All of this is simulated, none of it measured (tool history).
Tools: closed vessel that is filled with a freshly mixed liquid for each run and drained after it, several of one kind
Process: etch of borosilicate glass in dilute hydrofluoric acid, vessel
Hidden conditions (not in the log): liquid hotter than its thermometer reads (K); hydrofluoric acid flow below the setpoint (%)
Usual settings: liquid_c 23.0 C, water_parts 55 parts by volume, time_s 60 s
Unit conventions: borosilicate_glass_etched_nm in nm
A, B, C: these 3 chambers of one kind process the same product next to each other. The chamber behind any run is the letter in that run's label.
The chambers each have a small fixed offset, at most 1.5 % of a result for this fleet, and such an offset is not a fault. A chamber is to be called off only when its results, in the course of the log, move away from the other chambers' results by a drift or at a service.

run	hour	liquid_c	water_parts	time_s	hours since the thermometer was replaced	hours since the hydrofluoric acid flow meter was replaced	read-back film thickness of the borosilicate glass reference wafer, read on the same gauge (nm)	borosilicate_glass_etched_nm
1A	8.1	23.0	55	60	1080.6	899.8	69.983	56.474
2B	18.2	23.0	55	60	365.3	376.7	69.990	57.113
3C	28.9	23.0	55	60	593.5	1506.3	69.966	56.907
4C	36.4	23.0	55	60	601.0	1513.8	70.039	56.471
5B	44.9	23.0	55	60	392.0	403.4	70.050	57.475
6A	56.3	23.0	55	60	1128.8	948.0	69.981	56.731
7A	65.4	23.0	55	60	1137.9	957.1	69.986	57.353
8C	73.6	23.0	55	60	638.2	1551.0	69.967	55.817
# hour 79.0: chamber A: thermometer replaced
9B	81.1	23.0	55	60	428.2	439.6	69.994	57.594
10A	91.1	23.0	55	60	12.1	982.8	69.973	56.126
11B	98.7	23.0	55	60	445.8	457.2	70.005	59.093
12C	104.5	18.5	55	60	669.1	1581.9	69.986	46.395
13B	110.2	18.5	55	60	457.3	468.7	70.020	47.885
14C	121.9	18.5	55	60	686.5	1599.3	69.973	46.358
15A	130.0	23.0	55	60	51.0	1021.7	69.962	56.054
16B	135.4	23.0	55	60	482.5	493.9	69.978	59.708
17C	142.3	23.0	55	60	706.9	1619.7	69.958	56.635
18A	147.9	23.0	55	60	68.9	1039.6	70.071	55.687
19B	154.2	23.0	55	60	501.3	512.7	69.993	60.106
20A	159.4	23.0	55	60	80.4	1051.1	69.994	56.541
21C	167.6	23.0	55	60	732.2	1645.0	70.053	56.660
22B	172.8	23.0	55	60	519.9	531.3	69.984	60.803
23A	181.3	23.0	55	60	102.3	1073.0	69.981	56.196
24C	190.7	23.0	55	60	755.3	1668.1	70.031	57.123
25B	202.6	23.0	55	60	549.7	561.1	70.005	59.957
26A	213.4	23.0	55	60	134.4	1105.1	70.015	55.912
27C	218.9	23.0	55	60	783.5	1696.3	70.007	55.652
28C	224.7	23.0	55	60	789.3	1702.1	69.926	56.381
29B	231.0	23.0	55	60	578.1	589.5	70.000	61.295

Which is it: a chamber that has drifted or been left off by a service, a gauge drift common to all chambers, or only each chamber's usual small offset? If a chamber is off, name it and its likeliest cause.

Chamber B drifts away from the others.
Likeliest cause: liquid hotter than its thermometer reads (K) = 1.78.
With only this log, it may be confused with: hydrofluoric acid flow above the setpoint (%).

Which of the 4 candidates below, each the usual settings with something changed and its results left as question marks, puts chamber B back in line with what the other chambers give on the usual settings?
Allowed miss from the other chambers' usual-settings mean, per result, to count as in line: borosilicate_glass_etched_nm 1.400 nm
30B-1	239.5	25.0	55	60				?
30B-2	239.5	21.0	55	60				?
30B-3	239.5	19.0	55	60				?
30B-4	239.5	23.0	55	70				?

Average result of the remaining chambers running the usual settings: borosilicate_glass_etched_nm 56.491 nm
run	borosilicate_glass_etched_nm
30B-1	66.627
30B-2	56.493
30B-3	51.903
30B-4	71.639
30B-2 is the one that brings the chamber's results back in line with the other chambers.

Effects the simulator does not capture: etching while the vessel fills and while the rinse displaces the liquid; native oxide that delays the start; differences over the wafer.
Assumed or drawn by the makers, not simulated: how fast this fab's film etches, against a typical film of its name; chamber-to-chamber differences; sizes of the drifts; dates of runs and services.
